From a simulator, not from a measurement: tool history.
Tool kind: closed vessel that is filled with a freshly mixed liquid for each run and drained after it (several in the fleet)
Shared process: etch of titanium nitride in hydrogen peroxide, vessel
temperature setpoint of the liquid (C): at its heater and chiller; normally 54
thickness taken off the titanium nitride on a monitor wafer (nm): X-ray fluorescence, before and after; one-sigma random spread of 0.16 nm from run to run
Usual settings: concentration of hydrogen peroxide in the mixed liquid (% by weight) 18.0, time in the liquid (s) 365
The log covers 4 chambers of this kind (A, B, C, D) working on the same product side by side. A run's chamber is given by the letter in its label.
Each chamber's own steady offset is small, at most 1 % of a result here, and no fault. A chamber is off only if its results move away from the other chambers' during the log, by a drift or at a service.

run,hour,temperature setpoint of the liquid (C),concentration of hydrogen peroxide in the mixed liquid (% by weight),time in the liquid (s),hours since the thermometer was replaced,hours since the peroxide flow meter was replaced,hours since the drum of peroxide was connected,"read-back film thickness of the titanium nitride reference wafer, read on the same gauge (nm)",thickness taken off the titanium nitride on a monitor wafer (nm)
1A,11.8,54,18.0,365,504.8,2005.6,370.5,30.006,18.9530
# hour 17.4: chamber B: thermometer replaced
2C,21.9,54,18.0,365,697.1,1893.6,200.8,30.053,19.2930
3B,33.4,54,18.0,365,16.0,869.2,160.6,30.075,18.9590
4D,47.3,54,18.0,365,1985.7,845.7,103.9,29.971,19.1400
5B,62.0,54,18.0,365,44.6,897.8,189.2,30.039,18.9780
6A,75.9,54,18.0,155,568.9,2069.7,434.6,29.999,8.0452
# hour 86.4: chamber D: thermometer replaced
7D,91.2,54,18.0,155,4.9,889.6,147.8,29.954,7.9809
8C,102.3,54,18.0,155,777.5,1974.0,281.2,30.010,8.1985
9B,117.8,54,18.0,155,100.4,953.6,245.0,30.016,8.0445
10D,132.0,54,22.5,365,45.7,930.4,188.6,30.013,19.6680
11C,139.0,54,22.5,365,814.2,2010.7,317.9,30.020,20.2110
12A,151.1,54,22.5,365,644.1,2144.9,509.8,29.993,19.9320
13D,161.7,54,22.5,365,75.4,960.1,218.3,30.007,19.7870
14B,172.8,54,18.0,365,155.4,1008.6,300.0,30.005,18.7920
15A,185.8,54,18.0,365,678.8,2179.6,544.5,30.000,19.1600
16C,196.2,54,18.0,365,871.4,2067.9,375.1,30.008,19.2110
# hour 200.9: chamber A: peroxide flow meter replaced
17B,206.8,54,18.0,365,189.4,1042.6,334.0,30.013,19.0000
18A,222.1,54,18.0,365,715.1,21.3,580.8,30.051,19.2450
19D,237.0,54,18.0,365,150.7,1035.4,293.6,29.988,18.9180
20C,252.9,54,18.0,365,928.1,2124.6,431.8,29.979,19.2700
# hour 259.5: chamber B: new drum of peroxide connected
21D,260.1,54,18.0,365,173.8,1058.5,316.7,30.035,19.2170
22B,275.4,54,18.0,365,258.0,1111.2,16.0,30.003,18.9780
23C,288.0,54,18.0,365,963.2,2159.7,466.9,30.019,19.4440
# hour 296.3: chamber C: peroxide flow meter replaced
# hour 299.3: chamber C: new drum of peroxide connected
24A,302.5,54,18.0,365,795.5,101.7,661.2,29.986,19.4080
25B,317.4,54,18.0,365,300.0,1153.2,58.0,30.002,18.7610
26A,332.2,54,18.0,365,825.2,131.4,690.9,30.006,19.3570
27C,344.6,54,18.0,365,1019.8,48.4,45.4,29.976,19.1530
28D,358.4,54,18.0,365,272.1,1156.8,415.0,29.940,18.9120
29C,372.7,54,18.0,365,1047.9,76.5,73.5,30.024,19.2110
30A,387.9,54,18.0,365,880.9,187.1,746.6,30.026,19.7600
31D,399.6,54,18.0,365,313.3,1198.0,456.2,29.986,18.7700
32B,407.7,54,18.0,365,390.3,1243.5,148.3,30.040,18.8570
33A,419.6,54,18.0,365,912.6,218.8,778.3,29.981,19.7990
34C,433.9,54,18.0,365,1109.1,137.7,134.7,30.012,19.0910
35B,449.3,54,18.0,365,431.9,1285.1,189.9,29.997,18.8220
36D,460.2,54,18.0,365,373.9,1258.6,516.8,29.945,19.1230
37B,473.5,54,18.0,365,456.1,1309.3,214.1,29.994,18.5960
38A,480.7,54,23.0,570,973.7,279.9,839.4,29.978,32.2520
39D,494.8,54,23.0,570,408.5,1293.2,551.4,30.033,31.3260
40C,509.9,54,23.0,570,1185.1,213.7,210.7,30.013,31.9250
41D,520.8,54,23.0,570,434.5,1319.2,577.4,29.979,31.4690
42A,533.7,54,18.0,365,1026.7,332.9,892.4,29.946,19.9830
43C,543.4,54,18.0,365,1218.6,247.2,244.2,29.989,19.4170

Predict what each chamber gives when all 4 of them run the settings below next.
44A,554.7,54,18.0,555,,,,,?
44B,554.7,54,18.0,555,,,,,?
44C,554.7,54,18.0,555,,,,,?
44D,554.7,54,18.0,555,,,,,?

run,thickness taken off the titanium nitride on a monitor wafer (nm)
44A,30.4760
44B,28.5180
44C,29.5060
44D,29.1740

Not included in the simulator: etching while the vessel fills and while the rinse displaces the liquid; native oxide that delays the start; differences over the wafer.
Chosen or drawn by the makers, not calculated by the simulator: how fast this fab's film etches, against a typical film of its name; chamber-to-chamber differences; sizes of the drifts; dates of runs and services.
